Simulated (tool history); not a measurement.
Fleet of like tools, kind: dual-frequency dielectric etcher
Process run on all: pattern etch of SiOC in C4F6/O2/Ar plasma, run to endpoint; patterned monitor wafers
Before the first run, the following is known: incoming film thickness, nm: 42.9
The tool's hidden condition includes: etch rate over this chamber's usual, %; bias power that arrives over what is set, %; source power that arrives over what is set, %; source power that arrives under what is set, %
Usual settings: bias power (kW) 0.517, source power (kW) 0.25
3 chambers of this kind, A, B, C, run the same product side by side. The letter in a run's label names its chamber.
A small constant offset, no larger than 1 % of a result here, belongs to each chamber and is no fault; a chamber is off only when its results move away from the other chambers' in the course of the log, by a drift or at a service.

| run | hour | bias power (kW) | source power (kW) | hours since the last wet clean | hours since the last bias power generator calibration | hours since the last source power generator calibration | endpoint time (s) |
|---|---|---|---|---|---|---|---|
| 1C | 3.4 | 0.517 | 0.25 | 160 | 4185.3 | 4684.4 | 16.989 |
| 2A | 5.8 | 0.517 | 0.25 | 387.8 | 933 | 2564 | 17.05 |
| 3B | 9.7 | 0.517 | 0.25 | 218.1 | 4680.2 | 3257.4 | 17.008 |
| 4B | 13.3 | 0.517 | 0.25 | 221.7 | 4683.8 | 3261 | 17.038 |
| 5C | 17.4 | 0.517 | 0.25 | 174 | 4199.3 | 4698.4 | 16.897 |
| 6A | 21.6 | 0.517 | 0.25 | 403.6 | 948.8 | 2579.8 | 17.059 |
| 7C | 24.1 | 0.517 | 0.25 | 180.7 | 4206 | 4705.1 | 16.876 |
| 8B | 26.4 | 0.517 | 0.25 | 234.8 | 4696.9 | 3274.1 | 16.981 |
| 9A | 29.8 | 0.517 | 0.25 | 411.8 | 957 | 2588 | 17.061 |
| 10A | 33.3 | 0.476 | 0.27 | 415.3 | 960.5 | 2591.5 | 17.05 |
|  | 35.8 | chamber B: bias power generator calibrated |
| 11C | 38 | 0.476 | 0.27 | 194.6 | 4219.9 | 4719 | 17.016 |
| 12B | 43.1 | 0.476 | 0.27 | 251.5 | 7.4 | 3290.8 | 17.092 |
| 13C | 48 | 0.517 | 0.25 | 204.6 | 4229.9 | 4729 | 16.872 |
| 14A | 51.4 | 0.517 | 0.25 | 433.4 | 978.6 | 2609.6 | 16.994 |
| 15B | 55.5 | 0.517 | 0.25 | 263.9 | 19.8 | 3303.2 | 17.01 |
| 16C | 60.3 | 0.517 | 0.25 | 216.9 | 4242.2 | 4741.3 | 17.041 |
| 17B | 64.1 | 0.517 | 0.2 | 272.5 | 28.4 | 3311.8 | 18.453 |
| 18A | 67.4 | 0.517 | 0.2 | 449.4 | 994.6 | 2625.6 | 18.1 |
| 19A | 70.3 | 0.517 | 0.2 | 452.3 | 997.5 | 2628.5 | 18.078 |
| 20C | 72.7 | 0.517 | 0.25 | 229.3 | 4254.6 | 4753.7 | 16.916 |
| 21B | 77.7 | 0.517 | 0.25 | 286.1 | 42 | 3325.4 | 16.965 |
| 22B | 82.7 | 0.517 | 0.25 | 291.1 | 47 | 3330.4 | 17.015 |
| 23A | 85.3 | 0.517 | 0.25 | 467.3 | 1012.5 | 2643.5 | 16.607 |
| 24C | 88.3 | 0.517 | 0.25 | 244.9 | 4270.2 | 4769.3 | 16.912 |
| 25A | 91.5 | 0.517 | 0.25 | 473.5 | 1018.7 | 2649.7 | 16.602 |
| 26C | 96.1 | 0.517 | 0.25 | 252.7 | 4278 | 4777.1 | 17.021 |
| 27B | 100 | 0.517 | 0.25 | 308.4 | 64.3 | 3347.7 | 17.042 |
| 28C | 102.3 | 0.517 | 0.25 | 258.9 | 4284.2 | 4783.3 | 16.957 |

Predict what each chamber gives when all 3 of them run the settings below next.
| 29A | 106 | 0.517 | 0.25 |  |  |  | ? |
| 29B | 106 | 0.517 | 0.25 |  |  |  | ? |
| 29C | 106 | 0.517 | 0.25 |  |  |  | ? |

| run | endpoint time (s) |
|---|---|
| 29A | 16.39 |
| 29B | 16.944 |
| 29C | 16.835 |
